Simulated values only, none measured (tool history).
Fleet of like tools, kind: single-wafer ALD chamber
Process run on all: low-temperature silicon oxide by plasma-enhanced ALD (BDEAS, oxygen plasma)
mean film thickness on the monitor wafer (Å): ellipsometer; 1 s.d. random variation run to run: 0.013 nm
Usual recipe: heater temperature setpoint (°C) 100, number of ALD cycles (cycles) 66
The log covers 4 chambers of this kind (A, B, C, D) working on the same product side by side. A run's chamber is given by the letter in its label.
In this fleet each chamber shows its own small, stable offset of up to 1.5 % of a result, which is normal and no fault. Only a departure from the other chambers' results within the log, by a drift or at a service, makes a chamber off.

run,day,heater temperature setpoint (°C),number of ALD cycles (cycles),hours since the last thermocouple change,"read-back reference wafer on the same gauge, thickness_nm",mean film thickness on the monitor wafer (Å)
1A,0.458,100,66,110.6,9.3781,93.498
2D,0.725,100,66,1435.5,9.376,94.403
3B,1.133,100,66,919.8,9.3747,94.912
4C,1.533,100,66,895.4,9.3732,94.207
5B,2.008,87,66,940.8,9.373,99.203
6D,2.404,87,66,1475.8,9.3713,98.93
7C,2.721,87,66,923.9,9.3737,98.531
8A,3.179,87,66,175.9,9.3696,97.463
9B,3.467,105,75,975.8,9.3661,106.63
10C,3.746,105,75,948.5,9.3679,105.83
11A,4.067,105,75,197.2,9.3654,104.74
12D,4.55,105,75,1527.3,9.3693,106.31
13A,5.004,100,66,219.7,9.3655,92.994
14C,5.254,100,66,984.7,9.3667,94.15
15B,5.65,100,66,1028.2,9.3595,94.915
16D,5.871,100,66,1559,9.359,94.274
17C,6.167,100,66,1006.6,9.3595,94.034
18A,6.571,87,55,257.3,9.3565,81.042
19B,6.938,87,55,1059.1,9.3552,82.416
20D,7.279,87,55,1592.8,9.3599,82.317
21C,7.721,87,55,1043.9,9.3565,82.058
# day 7.938: chamber C: thermocouple changed; heater temperature recalibrated
22A,8.112,100,66,294.3,9.3524,93.097
23B,8.504,100,66,1096.7,9.353,94.493
24D,8.996,100,66,1634,9.3508,94.458
25C,9.354,100,78,34,9.3481,111.08
26D,9.704,100,78,1651,9.3519,111.21
27A,10.058,100,78,341,9.3458,109.76
28B,10.55,100,78,1145.8,9.3452,111.82
29B,10.8,100,66,1151.8,9.3416,94.455
30D,11.133,100,66,1685.3,9.3405,93.972
31A,11.396,100,66,373.1,9.3453,93.066
32C,11.721,100,66,90.8,9.3411,93.772
33C,11.971,86,72,96.8,9.3441,107.5
34B,12.321,86,72,1188.3,9.3386,108.13
35D,12.554,86,72,1719.4,9.3391,107.78
36A,12.85,86,72,408,9.3383,106.48
37B,13.112,100,66,1207.3,9.3377,94.305
38D,13.562,100,66,1743.6,9.3383,94.064
39A,13.904,100,66,433.3,9.3347,92.669
40C,14.192,100,66,150.1,9.3335,93.788
41C,14.692,100,66,162.1,9.3323,93.764
42B,14.912,100,66,1250.5,9.3308,94.334
43A,15.225,100,66,465,9.3307,92.893

Each of the 4 chambers runs these same settings next. Fill in every chamber's results:
44A,15.592,95,66,,,?
44B,15.592,95,66,,,?
44C,15.592,95,66,,,?
44D,15.592,95,66,,,?

run,mean film thickness on the monitor wafer (Å)
44A,94.015
44B,95.841
44C,95.355
44D,95.525

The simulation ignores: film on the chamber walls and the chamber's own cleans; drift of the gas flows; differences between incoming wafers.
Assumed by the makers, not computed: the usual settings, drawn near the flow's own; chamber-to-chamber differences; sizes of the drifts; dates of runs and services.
